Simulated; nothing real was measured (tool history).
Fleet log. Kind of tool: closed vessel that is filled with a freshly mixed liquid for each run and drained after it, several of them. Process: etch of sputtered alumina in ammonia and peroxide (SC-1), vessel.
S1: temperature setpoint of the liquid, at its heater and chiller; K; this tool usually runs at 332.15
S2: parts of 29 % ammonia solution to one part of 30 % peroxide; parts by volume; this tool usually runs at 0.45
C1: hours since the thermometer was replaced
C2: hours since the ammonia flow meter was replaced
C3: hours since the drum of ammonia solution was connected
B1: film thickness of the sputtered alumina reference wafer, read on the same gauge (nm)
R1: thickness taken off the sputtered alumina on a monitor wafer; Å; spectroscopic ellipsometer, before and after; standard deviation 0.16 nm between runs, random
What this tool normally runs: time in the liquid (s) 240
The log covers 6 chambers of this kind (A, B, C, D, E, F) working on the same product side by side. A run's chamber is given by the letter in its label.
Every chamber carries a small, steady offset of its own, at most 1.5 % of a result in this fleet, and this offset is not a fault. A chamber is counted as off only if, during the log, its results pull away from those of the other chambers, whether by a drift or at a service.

Run 1C, hour 4.5: usual settings; C1 201.8; C2 1307.5; C3 100.5; B1 69.990. Result: R1 164.600 Å.
Run 2D, hour 7.3: usual settings; C1 136.1; C2 970.4; C3 409.6; B1 69.996. Result: R1 160.060 Å.
Run 3B, hour 12.1: usual settings; C1 629.2; C2 325.6; C3 86.2; B1 70.010. Result: R1 163.800 Å.
Run 4F, hour 14.7: usual settings; C1 579.6; C2 1312.3; C3 954.2; B1 70.015. Result: R1 161.980 Å.
Run 5E, hour 18.9: usual settings; C1 929.4; C2 1148.1; C3 186.9; B1 70.013. Result: R1 161.780 Å.
Run 6A, hour 21.7: usual settings but time in the liquid (s) 130; C1 491.8; C2 748.9; C3 76.9; B1 69.994. Result: R1 87.554 Å.
Run 7C, hour 26.3: usual settings but time in the liquid (s) 130; C1 223.6; C2 1329.3; C3 122.3; B1 70.013. Result: R1 89.466 Å.
Run 8E, hour 30.2: usual settings but time in the liquid (s) 130; C1 940.7; C2 1159.4; C3 198.2; B1 70.000. Result: R1 88.089 Å.
Run 9B, hour 34.8: usual settings but time in the liquid (s) 130; C1 651.9; C2 348.3; C3 108.9; B1 70.002. Result: R1 87.355 Å.
Run 10A, hour 38.1: usual settings but time in the liquid (s) 130; C1 508.2; C2 765.3; C3 93.3; B1 69.986. Result: R1 88.250 Å.
Run 11F, hour 42.5: usual settings but time in the liquid (s) 130; C1 607.4; C2 1340.1; C3 982.0; B1 70.004. Result: R1 86.459 Å.
Run 12D, hour 45.2: usual settings; C1 174.0; C2 1008.3; C3 447.5; B1 69.997. Result: R1 159.910 Å.
Run 13F, hour 49.3: usual settings but time in the liquid (s) 300; C1 614.2; C2 1346.9; C3 988.8; B1 70.015. Result: R1 202.420 Å.
At hour 50.4: chamber D: ammonia flow meter replaced.
Run 14B, hour 53.1: usual settings but time in the liquid (s) 300; C1 670.2; C2 366.6; C3 127.2; B1 70.003. Result: R1 204.590 Å.
Run 15E, hour 55.2: usual settings but time in the liquid (s) 300; C1 965.7; C2 1184.4; C3 223.2; B1 69.972. Result: R1 202.270 Å.
Run 16A, hour 59.3: usual settings but time in the liquid (s) 300; C1 529.4; C2 786.5; C3 114.5; B1 69.994. Result: R1 203.270 Å.
Run 17C, hour 63.1: usual settings but time in the liquid (s) 300; C1 260.4; C2 1366.1; C3 159.1; B1 70.030. Result: R1 202.780 Å.
Run 18D, hour 67.4: usual settings but time in the liquid (s) 300; C1 196.2; C2 17.0; C3 469.7; B1 70.014. Result: R1 201.830 Å.
Run 19F, hour 71.5: usual settings; C1 636.4; C2 1369.1; C3 1011.0; B1 70.008. Result: R1 160.780 Å.
Run 20B, hour 75.7: usual settings; C1 692.8; C2 389.2; C3 149.8; B1 69.977. Result: R1 164.390 Å.
Run 21D, hour 78.3: usual settings; C1 207.1; C2 27.9; C3 480.6; B1 70.005. Result: R1 159.430 Å.
Run 22A, hour 83.2: usual settings; C1 553.3; C2 810.4; C3 138.4; B1 69.990. Result: R1 161.170 Å.
Run 23C, hour 85.7: usual settings; C1 283.0; C2 1388.7; C3 181.7; B1 70.016. Result: R1 161.700 Å.
Run 24E, hour 89.0: usual settings; C1 999.5; C2 1218.2; C3 257.0; B1 69.998. Result: R1 160.360 Å.
Run 25C, hour 93.5: usual settings; C1 290.8; C2 1396.5; C3 189.5; B1 70.005. Result: R1 166.180 Å.
Run 26E, hour 96.0: usual settings but S1 324.15 K, time in the liquid (s) 190; C1 1006.5; C2 1225.2; C3 264.0; B1 69.983. Result: R1 83.871 Å.
Run 27F, hour 100.2: usual settings but S1 324.15 K, time in the liquid (s) 190; C1 665.1; C2 1397.8; C3 1039.7; B1 70.019. Result: R1 84.024 Å.
Run 28A, hour 103.9: usual settings but S1 324.15 K, time in the liquid (s) 190; C1 574.0; C2 831.1; C3 159.1; B1 70.030. Result: R1 84.389 Å.
At hour 104.7: chamber F: thermometer replaced.
Run 29D, hour 107.8: usual settings but S1 324.15 K, time in the liquid (s) 190; C1 236.6; C2 57.4; C3 510.1; B1 69.993. Result: R1 82.637 Å.
Run 30B, hour 110.9: usual settings but S1 324.15 K, time in the liquid (s) 190; C1 728.0; C2 424.4; C3 185.0; B1 70.009. Result: R1 83.460 Å.
At hour 112.7: chamber F: ammonia flow meter replaced.
Run 31E, hour 115.1: usual settings but S1 324.15 K, time in the liquid (s) 190; C1 1025.6; C2 1244.3; C3 283.1; B1 70.015. Result: R1 84.056 Å.
Run 32A, hour 117.5: usual settings but S1 336.65 K, time in the liquid (s) 160; C1 587.6; C2 844.7; C3 172.7; B1 69.985. Result: R1 134.160 Å.
Run 33D, hour 119.8: usual settings but S1 336.65 K, time in the liquid (s) 160; C1 248.6; C2 69.4; C3 522.1; B1 69.987. Result: R1 134.330 Å.
Run 34B, hour 122.3: usual settings but S1 336.65 K, time in the liquid (s) 160; C1 739.4; C2 435.8; C3 196.4; B1 70.027. Result: R1 137.330 Å.
Run 35F, hour 125.1: usual settings but S1 336.65 K, time in the liquid (s) 160; C1 20.4; C2 12.5; C3 1064.6; B1 69.996. Result: R1 134.000 Å.
Run 36C, hour 128.7: usual settings but S1 336.65 K, time in the liquid (s) 160; C1 326.0; C2 1431.7; C3 224.7; B1 70.001. Result: R1 136.100 Å.
Run 37E, hour 132.5: usual settings but S1 336.65 K, time in the liquid (s) 160; C1 1043.0; C2 1261.7; C3 300.5; B1 70.003. Result: R1 133.920 Å.
Run 38A, hour 136.4: usual settings; C1 606.5; C2 863.6; C3 191.6; B1 70.005. Result: R1 162.720 Å.

For the next run the whole fleet of 6 chambers uses the same settings. Give each chamber's results:
Run 39A, hour 139.9: usual settings. Result: R1 ?.
Run 39B, hour 139.9: usual settings. Result: R1 ?.
Run 39C, hour 139.9: usual settings. Result: R1 ?.
Run 39D, hour 139.9: usual settings. Result: R1 ?.
Run 39E, hour 139.9: usual settings. Result: R1 ?.
Run 39F, hour 139.9: usual settings. Result: R1 ?.

run       R1
39A  164.340
39B  162.130
39C  165.250
39D  158.960
39E  157.480
39F  161.540
